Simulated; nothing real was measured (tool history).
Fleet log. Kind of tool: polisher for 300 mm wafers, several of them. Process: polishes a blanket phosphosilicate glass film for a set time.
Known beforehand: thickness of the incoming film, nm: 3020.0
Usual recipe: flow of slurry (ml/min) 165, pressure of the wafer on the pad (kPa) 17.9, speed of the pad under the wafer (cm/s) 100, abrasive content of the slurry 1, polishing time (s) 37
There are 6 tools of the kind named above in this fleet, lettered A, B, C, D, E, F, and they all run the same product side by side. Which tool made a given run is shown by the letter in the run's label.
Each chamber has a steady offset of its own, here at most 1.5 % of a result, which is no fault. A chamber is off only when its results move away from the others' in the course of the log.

| run | hour | flow of slurry (ml/min) | pressure of the wafer on the pad (kPa) | speed of the pad under the wafer (cm/s) | abrasive content of the slurry | polishing time (s) | film removed (Å) |
|---|---|---|---|---|---|---|---|
|  | 4.4 | chamber D: slurry nozzle cleaned |
| 1A | 7.5 | 165 | 17.9 | 100 | 1 | 37 | 2520 |
| 2B | 11.7 | 165 | 17.9 | 100 | 1 | 37 | 2503.5 |
|  | 15.1 | chamber C: worn pad replaced by a new one |
| 3E | 17.2 | 165 | 17.9 | 100 | 1 | 37 | 2516.4 |
|  | 20.8 | chamber F: worn pad replaced by a new one |
| 4F | 25.8 | 165 | 17.9 | 100 | 1 | 37 | 2501.4 |
|  | 29 | chamber B: worn pad replaced by a new one |
| 5C | 30.3 | 165 | 20 | 100 | 1 | 37 | 2778.7 |
|  | 32.8 | chamber D: worn pad replaced by a new one |
|  | 34.2 | chamber A: worn pad replaced by a new one |
| 6D | 34.6 | 165 | 20 | 100 | 1 | 37 | 2805.9 |
|  | 36.4 | chamber A: slurry blender recalibrated |
|  | 36.9 | chamber E: worn pad replaced by a new one |
|  | 39 | chamber B: head pressure recalibrated |
| 7C | 42.5 | 165 | 20 | 100 | 1 | 37 | 2806.3 |
| 8E | 49 | 165 | 20 | 100 | 1 | 37 | 2780 |
|  | 52.7 | chamber F: slurry blender recalibrated |
| 9F | 54.8 | 165 | 20 | 100 | 1 | 37 | 2789.5 |
| 10D | 59 | 165 | 20 | 100 | 1 | 37 | 2796.6 |
|  | 62.2 | chamber D: head pressure recalibrated |
| 11B | 65.8 | 165 | 17.9 | 100 | 1 | 37 | 2507.7 |
|  | 67.2 | chamber A: conditioning disc replaced and pad reconditioned |
| 12A | 70 | 165 | 17.9 | 100 | 1 | 37 | 2557.8 |
|  | 70.7 | chamber C: conditioning disc replaced and pad reconditioned |
| 13B | 78.6 | 165 | 15.9 | 100 | 1 | 37 | 2231.9 |
|  | 79 | chamber B: worn pad replaced by a new one |
| 14C | 86.8 | 165 | 15.9 | 100 | 1 | 37 | 2189.2 |
|  | 88.4 | chamber A: worn pad replaced by a new one |
|  | 88.4 | chamber D: worn pad replaced by a new one |
| 15A | 95.1 | 165 | 15.9 | 100 | 1 | 37 | 2217.6 |
| 16F | 100 | 165 | 15.9 | 100 | 1 | 37 | 2270 |
|  | 103.5 | chamber E: slurry nozzle cleaned |
| 17D | 106.4 | 165 | 15.9 | 100 | 1 | 37 | 2239.5 |
|  | 108 | chamber F: worn pad replaced by a new one |
|  | 109.8 | chamber C: slurry nozzle cleaned |
|  | 110.7 | chamber C: worn pad replaced by a new one |
| 18E | 114.9 | 165 | 15.9 | 100 | 1 | 37 | 2196.4 |
| 19A | 119.2 | 165 | 17.9 | 100 | 1 | 37 | 2547.9 |
|  | 120.4 | chamber E: head pressure recalibrated |
| 20F | 126.8 | 165 | 17.9 | 132 | 1 | 37 | 3128.5 |
|  | 128.9 | chamber C: slurry blender recalibrated |
| 21D | 131.6 | 165 | 17.9 | 132 | 1 | 37 | 3186.3 |
|  | 132.8 | chamber A: worn pad replaced by a new one |
|  | 134.3 | chamber B: worn pad replaced by a new one |
|  | 135.4 | chamber E: worn pad replaced by a new one |
| 22E | 135.6 | 165 | 17.9 | 132 | 1 | 37 | 3125.8 |
| 23B | 139.6 | 165 | 17.9 | 132 | 1 | 37 | 3110.9 |
|  | 140.9 | chamber D: worn pad replaced by a new one |
|  | 141.3 | chamber E: slurry blender recalibrated |
| 24C | 147.1 | 165 | 17.9 | 132 | 1 | 37 | 3115.5 |
| 25E | 152.1 | 165 | 17.9 | 132 | 1 | 37 | 3113.8 |
|  | 158.9 | chamber C: head pressure recalibrated |
| 26D | 159.9 | 165 | 17.9 | 100 | 1 | 37 | 2511.7 |
| 27F | 166.1 | 165 | 17.9 | 100 | 1 | 37 | 2512.2 |
|  | 167.1 | chamber F: conditioning disc replaced and pad reconditioned |
| 28C | 170.9 | 165 | 17.9 | 100 | 1 | 37 | 2517.1 |
|  | 173.4 | chamber F: slurry blender recalibrated |
| 29A | 174.8 | 165 | 17.9 | 100 | 1 | 37 | 2484.6 |
| 30B | 179.4 | 165 | 17.9 | 100 | 1 | 37 | 2571.6 |
|  | 181 | chamber B: worn pad replaced by a new one |
|  | 184.7 | chamber A: worn pad replaced by a new one |
| 31D | 184.7 | 165 | 17.9 | 100 | 1 | 37 | 2561.2 |
| 32F | 189.8 | 165 | 20 | 68 | 1 | 37 | 2066.5 |
|  | 193.2 | chamber C: worn pad replaced by a new one |
| 33B | 196.2 | 165 | 20 | 68 | 1 | 37 | 2058.8 |
|  | 203 | chamber F: worn pad replaced by a new one |
| 34C | 204 | 165 | 20 | 68 | 1 | 37 | 2067.5 |
| 35E | 208.9 | 165 | 20 | 68 | 1 | 37 | 2059.9 |
| 36A | 213.3 | 165 | 20 | 68 | 1 | 37 | 2068 |
|  | 213.4 | chamber B: slurry blender recalibrated |
|  | 214.2 | chamber E: worn pad replaced by a new one |
| 37E | 220.1 | 165 | 20 | 68 | 1 | 37 | 2069.6 |
|  | 226.5 | chamber F: slurry nozzle cleaned |
| 38B | 227.5 | 165 | 17.9 | 100 | 1 | 37 | 2558 |
| 39C | 234.1 | 165 | 17.9 | 100 | 1 | 37 | 2521.3 |
| 40F | 241.7 | 165 | 17.9 | 100 | 1 | 37 | 2542.4 |

Does one chamber stand apart from the rest, does the shared gauge drift, or is all well apart from small per-chamber offsets? Give the chamber and the most likely cause, where there is one.

All chambers stay in line apart from their small fixed offsets, and the gauge does not drift.
